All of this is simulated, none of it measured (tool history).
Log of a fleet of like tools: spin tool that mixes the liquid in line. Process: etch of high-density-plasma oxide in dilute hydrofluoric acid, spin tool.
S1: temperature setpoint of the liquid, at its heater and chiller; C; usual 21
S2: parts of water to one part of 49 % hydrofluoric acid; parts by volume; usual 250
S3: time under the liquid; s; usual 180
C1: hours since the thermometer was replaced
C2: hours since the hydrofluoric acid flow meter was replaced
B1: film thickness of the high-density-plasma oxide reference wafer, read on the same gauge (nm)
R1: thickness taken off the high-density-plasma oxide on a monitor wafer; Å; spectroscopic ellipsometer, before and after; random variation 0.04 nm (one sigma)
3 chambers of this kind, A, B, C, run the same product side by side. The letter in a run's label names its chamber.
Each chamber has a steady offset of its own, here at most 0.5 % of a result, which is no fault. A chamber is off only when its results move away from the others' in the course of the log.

run   hour    S1   S2   S3     C1     C2      B1      R1
 1C      9    21  250  180  562.6    455  109.97  57.823
 2A   16.8    21  250  180  739.1  531.7  110.01  57.648
 3B   29.1    21  250  180   83.9  335.5  109.99  57.769
 4A   37.7    21  250  180    760  552.6  109.96  57.083
 5B   44.4    21  250  180   99.2  350.8  110.03  57.905
 6C     55    21  250  180  608.6    501     110  58.485
 7B   62.3    21  250  180  117.1  368.7  110.04  58.496
 8C     72    21  250  180  625.6    518  110.03  57.809
 9A   79.1    21  250  180  801.4    594     110  55.909
10A     88    21  250  180  810.3  602.9  109.96  55.124
11C   96.6    21  250  180  650.2  542.6  109.99  57.725
12B  102.3    25  170  180  157.1  408.7  109.97  108.58
13C  109.6    25  170  180  663.2  555.6  110.02  106.67
14B  120.3    25  170  180  175.1  426.7  109.98  107.74
15A  129.2    21  250  180  851.5  644.1  110.03  54.699
16C  136.6    21  250  180  690.2  582.6  110.03  57.454
17A  146.2    21  250  180  868.5  661.1  110.02  53.972
18B  153.8    21  250  180  208.6  460.2  110.02  57.592
19A  161.3  17.5  250  180  883.6  676.2  110.02  47.044
20B  170.2  17.5  250  180    225  476.6  110.05  50.543
21C  175.8  17.5  250  180  729.4  621.8  109.99  51.005
22C  185.7    21  250  180  739.3  631.7  110.01  58.303

Next, every chamber runs the same settings. What will each give?
23A  194.5  24.5  250  180               ?
23B  194.5  24.5  250  180               ?
23C  194.5  24.5  250  180               ?

run      R1
23A  58.965
23B   65.63
23C  65.937
